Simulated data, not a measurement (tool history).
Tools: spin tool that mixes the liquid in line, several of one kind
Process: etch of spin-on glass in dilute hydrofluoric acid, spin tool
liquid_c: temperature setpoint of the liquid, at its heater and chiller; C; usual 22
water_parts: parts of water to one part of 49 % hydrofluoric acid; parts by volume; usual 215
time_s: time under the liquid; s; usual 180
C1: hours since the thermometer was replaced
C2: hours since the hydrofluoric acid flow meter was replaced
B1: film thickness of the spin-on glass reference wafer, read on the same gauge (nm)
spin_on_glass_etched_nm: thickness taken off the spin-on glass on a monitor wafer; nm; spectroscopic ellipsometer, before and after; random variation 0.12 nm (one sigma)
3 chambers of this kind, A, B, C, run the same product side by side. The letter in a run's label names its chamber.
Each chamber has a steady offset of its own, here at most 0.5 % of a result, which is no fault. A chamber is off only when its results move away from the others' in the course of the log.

run 1B hour=8.5 | liquid_c=22 water_parts=215 time_s=180 | C1=1398.5 C2=319.8 | B1=89.994 | spin_on_glass_etched_nm=18.176
run 2A hour=15 | liquid_c=22 water_parts=215 time_s=180 | C1=382.4 C2=847.8 | B1=90.002 | spin_on_glass_etched_nm=17.927
run 3C hour=24.9 | liquid_c=22 water_parts=215 time_s=180 | C1=1220.9 C2=936.3 | B1=90.01 | spin_on_glass_etched_nm=18.038
run 4B hour=34.2 | liquid_c=22 water_parts=215 time_s=180 | C1=1424.2 C2=345.5 | B1=90.031 | spin_on_glass_etched_nm=18.051
run 5A hour=42.6 | liquid_c=22 water_parts=215 time_s=180 | C1=410 C2=875.4 | B1=90.017 | spin_on_glass_etched_nm=18.024
run 6C hour=50.9 | liquid_c=22 water_parts=215 time_s=180 | C1=1246.9 C2=962.3 | B1=90.001 | spin_on_glass_etched_nm=18.107
run 7A hour=57.3 | liquid_c=22 water_parts=215 time_s=180 | C1=424.7 C2=890.1 | B1=89.991 | spin_on_glass_etched_nm=17.961
run 8C hour=66.8 | liquid_c=22 water_parts=215 time_s=180 | C1=1262.8 C2=978.2 | B1=89.996 | spin_on_glass_etched_nm=17.948
run 9B hour=74.1 | liquid_c=22 water_parts=215 time_s=180 | C1=1464.1 C2=385.4 | B1=89.956 | spin_on_glass_etched_nm=17.98
run 10C hour=78.8 | liquid_c=22 water_parts=110 time_s=270 | C1=1274.8 C2=990.2 | B1=90.013 | spin_on_glass_etched_nm=59.275
-- hour=83.1 chamber A: hydrofluoric acid flow meter replaced
run 11A hour=87.3 | liquid_c=22 water_parts=110 time_s=270 | C1=454.7 C2=4.2 | B1=89.996 | spin_on_glass_etched_nm=58.94
run 12B hour=94.7 | liquid_c=22 water_parts=110 time_s=270 | C1=1484.7 C2=406 | B1=89.984 | spin_on_glass_etched_nm=59.856
run 13A hour=104.1 | liquid_c=22 water_parts=215 time_s=180 | C1=471.5 C2=21 | B1=89.97 | spin_on_glass_etched_nm=17.359
run 14B hour=112.3 | liquid_c=22 water_parts=215 time_s=180 | C1=1502.3 C2=423.6 | B1=89.996 | spin_on_glass_etched_nm=18.164
run 15C hour=121.8 | liquid_c=22 water_parts=215 time_s=180 | C1=1317.8 C2=1033.2 | B1=90 | spin_on_glass_etched_nm=18.11
run 16A hour=127.9 | liquid_c=22 water_parts=215 time_s=180 | C1=495.3 C2=44.8 | B1=89.988 | spin_on_glass_etched_nm=17.176
run 17C hour=136 | liquid_c=22 water_parts=215 time_s=180 | C1=1332 C2=1047.4 | B1=90.044 | spin_on_glass_etched_nm=17.968
run 18B hour=142.8 | liquid_c=22 water_parts=215 time_s=180 | C1=1532.8 C2=454.1 | B1=89.988 | spin_on_glass_etched_nm=18.202
run 19A hour=147.3 | liquid_c=22 water_parts=215 time_s=180 | C1=514.7 C2=64.2 | B1=90.004 | spin_on_glass_etched_nm=17.265
run 20B hour=154.6 | liquid_c=22 water_parts=215 time_s=180 | C1=1544.6 C2=465.9 | B1=90.053 | spin_on_glass_etched_nm=18.121
run 21C hour=160.9 | liquid_c=22 water_parts=215 time_s=180 | C1=1356.9 C2=1072.3 | B1=90.001 | spin_on_glass_etched_nm=18.144

Is one chamber off against the others, does the gauge drift, or is nothing wrong? If a chamber is off, say which, and what the likeliest cause is.

Chamber A drifts away from the others.
Cause: liquid colder than its thermometer reads (K) = 1.61.

Here are 4 candidates for chamber A's next run, each the usual settings with a change, their results left as question marks. Which one brings its results back in line with what the others give on the usual settings?
In line means no further than this from the other chambers' mean on the usual settings: spin_on_glass_etched_nm 0.43 nm
run 22A-1 hour=168.3 | liquid_c=22 water_parts=205 time_s=180 | spin_on_glass_etched_nm=?
run 22A-2 hour=168.3 | liquid_c=25.5 water_parts=215 time_s=180 | spin_on_glass_etched_nm=?
run 22A-3 hour=168.3 | liquid_c=22 water_parts=225 time_s=180 | spin_on_glass_etched_nm=?
run 22A-4 hour=168.3 | liquid_c=21.5 water_parts=235 time_s=180 | spin_on_glass_etched_nm=?

The other chambers' mean on the usual settings: spin_on_glass_etched_nm 18.071 nm
run=22A-1 spin_on_glass_etched_nm=17.994
run=22A-2 spin_on_glass_etched_nm=19.383
run=22A-3 spin_on_glass_etched_nm=16.051
run=22A-4 spin_on_glass_etched_nm=14.919
22A-1 brings the chamber back in line.
